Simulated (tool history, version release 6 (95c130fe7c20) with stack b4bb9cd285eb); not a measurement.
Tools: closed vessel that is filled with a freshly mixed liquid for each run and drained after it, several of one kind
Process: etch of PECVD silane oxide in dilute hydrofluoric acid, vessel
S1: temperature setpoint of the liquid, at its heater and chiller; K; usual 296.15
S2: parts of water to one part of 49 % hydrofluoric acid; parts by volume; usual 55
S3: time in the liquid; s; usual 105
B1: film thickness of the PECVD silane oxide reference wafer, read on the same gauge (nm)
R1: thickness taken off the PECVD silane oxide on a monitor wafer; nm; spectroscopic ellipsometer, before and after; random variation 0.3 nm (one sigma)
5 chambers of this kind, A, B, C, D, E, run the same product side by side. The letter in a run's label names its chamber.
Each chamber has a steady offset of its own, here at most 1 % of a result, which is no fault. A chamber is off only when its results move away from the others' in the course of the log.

Run 1B, hour 7.2: usual settings; B1 50.034. Result: R1 41.537 nm.
Run 2E, hour 15.8: usual settings; B1 49.997. Result: R1 41.993 nm.
At hour 21.3: chamber C: hydrofluoric acid flow meter replaced.
Run 3A, hour 23.4: usual settings; B1 49.995. Result: R1 41.487 nm.
Run 4D, hour 33.1: usual settings; B1 50.017. Result: R1 41.129 nm.
Run 5C, hour 42.9: usual settings; B1 50.012. Result: R1 42.464 nm.
Run 6E, hour 49.2: usual settings; B1 49.949. Result: R1 41.405 nm.
Run 7A, hour 55.7: usual settings but S2 70 parts by volume, S3 85 s; B1 50.059. Result: R1 26.180 nm.
Run 8C, hour 67.7: usual settings but S2 70 parts by volume, S3 85 s; B1 49.974. Result: R1 26.441 nm.
Run 9D, hour 73.9: usual settings but S2 70 parts by volume, S3 85 s; B1 49.923. Result: R1 25.997 nm.
Run 10B, hour 84.4: usual settings but S2 70 parts by volume, S3 85 s; B1 49.988. Result: R1 26.073 nm.
Run 11C, hour 93.6: usual settings but S2 70 parts by volume, S3 85 s; B1 49.993. Result: R1 26.073 nm.
Run 12A, hour 102.9: usual settings; B1 50.030. Result: R1 41.673 nm.
Run 13D, hour 110.6: usual settings; B1 50.035. Result: R1 41.634 nm.
Run 14E, hour 121.4: usual settings; B1 49.999. Result: R1 41.514 nm.
Run 15B, hour 132.2: usual settings; B1 50.001. Result: R1 41.877 nm.
Run 16C, hour 144.9: usual settings; B1 50.008. Result: R1 42.292 nm.
Run 17B, hour 153.9: usual settings; B1 49.992. Result: R1 41.680 nm.
Run 18E, hour 161.2: usual settings; B1 50.001. Result: R1 42.645 nm.
Run 19A, hour 170.7: usual settings; B1 50.009. Result: R1 42.064 nm.
Run 20D, hour 179.7: usual settings; B1 49.986. Result: R1 41.350 nm.
Run 21D, hour 187.5: usual settings; B1 50.028. Result: R1 41.624 nm.
Run 22C, hour 194.2: usual settings; B1 49.970. Result: R1 42.360 nm.
Run 23E, hour 201.9: usual settings; B1 50.001. Result: R1 42.591 nm.
Run 24A, hour 208.4: usual settings; B1 50.022. Result: R1 41.938 nm.
Run 25B, hour 214.3: usual settings; B1 49.954. Result: R1 41.843 nm.
Run 26B, hour 220.8: usual settings but S1 299.65 K; B1 50.023. Result: R1 48.143 nm.
Run 27C, hour 231.0: usual settings but S1 299.65 K; B1 49.999. Result: R1 49.398 nm.
Run 28A, hour 243.2: usual settings but S1 299.65 K; B1 49.952. Result: R1 49.001 nm.
Run 29D, hour 255.2: usual settings but S1 299.65 K; B1 49.982. Result: R1 47.558 nm.
Run 30E, hour 261.3: usual settings but S1 299.65 K; B1 50.024. Result: R1 49.828 nm.
Run 31C, hour 272.3: usual settings but S3 160 s; B1 49.967. Result: R1 64.374 nm.
Run 32E, hour 278.2: usual settings but S3 160 s; B1 49.961. Result: R1 66.506 nm.
Run 33A, hour 284.4: usual settings but S3 160 s; B1 49.994. Result: R1 64.070 nm.
Run 34D, hour 290.1: usual settings but S3 160 s; B1 49.977. Result: R1 62.354 nm.
Run 35B, hour 302.3: usual settings but S3 160 s; B1 50.016. Result: R1 64.732 nm.
Run 36D, hour 310.0: usual settings; B1 49.965. Result: R1 41.441 nm.
Run 37A, hour 318.4: usual settings; B1 49.996. Result: R1 41.901 nm.
At hour 328.2: chamber D: thermometer replaced.
Run 38B, hour 330.2: usual settings but S1 299.15 K, S2 75 parts by volume; B1 49.994. Result: R1 33.785 nm.
Run 39C, hour 340.9: usual settings but S1 299.15 K, S2 75 parts by volume; B1 49.982. Result: R1 34.432 nm.
At hour 344.1: chamber C: thermometer replaced.
Run 40E, hour 348.4: usual settings but S1 299.15 K, S2 75 parts by volume; B1 50.014. Result: R1 36.554 nm.
At hour 351.6: chamber B: thermometer replaced.
Run 41C, hour 357.5: usual settings but S1 299.15 K, S2 75 parts by volume; B1 50.008. Result: R1 33.703 nm.
Run 42A, hour 366.8: usual settings but S1 299.15 K, S2 75 parts by volume; B1 49.958. Result: R1 33.937 nm.
Run 43D, hour 379.7: usual settings; B1 49.990. Result: R1 41.045 nm.
At hour 388.9: chamber B: hydrofluoric acid flow meter replaced.
Run 44B, hour 390.0: usual settings; B1 49.996. Result: R1 41.594 nm.

Is one chamber off against the others, does the gauge drift, or is nothing wrong? If a chamber is off, say which, and what the likeliest cause is.

Chamber E drifts away from the others.
Cause: liquid hotter than its thermometer reads (K) = 1.88.
The log may not tell that from: hydrofluoric acid flow above the setpoint (%).

Here are 4 candidates for chamber E's next run, each the usual settings with a change, their results left as question marks. Which one brings its results back in line with what the others give on the usual settings?
In line means no further than this from the other chambers' mean on the usual settings: R1 1.000 nm
Run 45E-1, hour 399.3: usual settings but S1 295.15 K. Result: R1 ?.
Run 45E-2, hour 399.3: usual settings but S3 115 s. Result: R1 ?.
Run 45E-3, hour 399.3: usual settings but S1 294.15 K. Result: R1 ?.
Run 45E-4, hour 399.3: usual settings but S3 110 s. Result: R1 ?.

The other chambers' mean on the usual settings: R1 41.710 nm
  run      R1
45E-1  43.269
45E-2  49.387
45E-3  41.489
45E-4  47.240
45E-3 brings the chamber back in line.
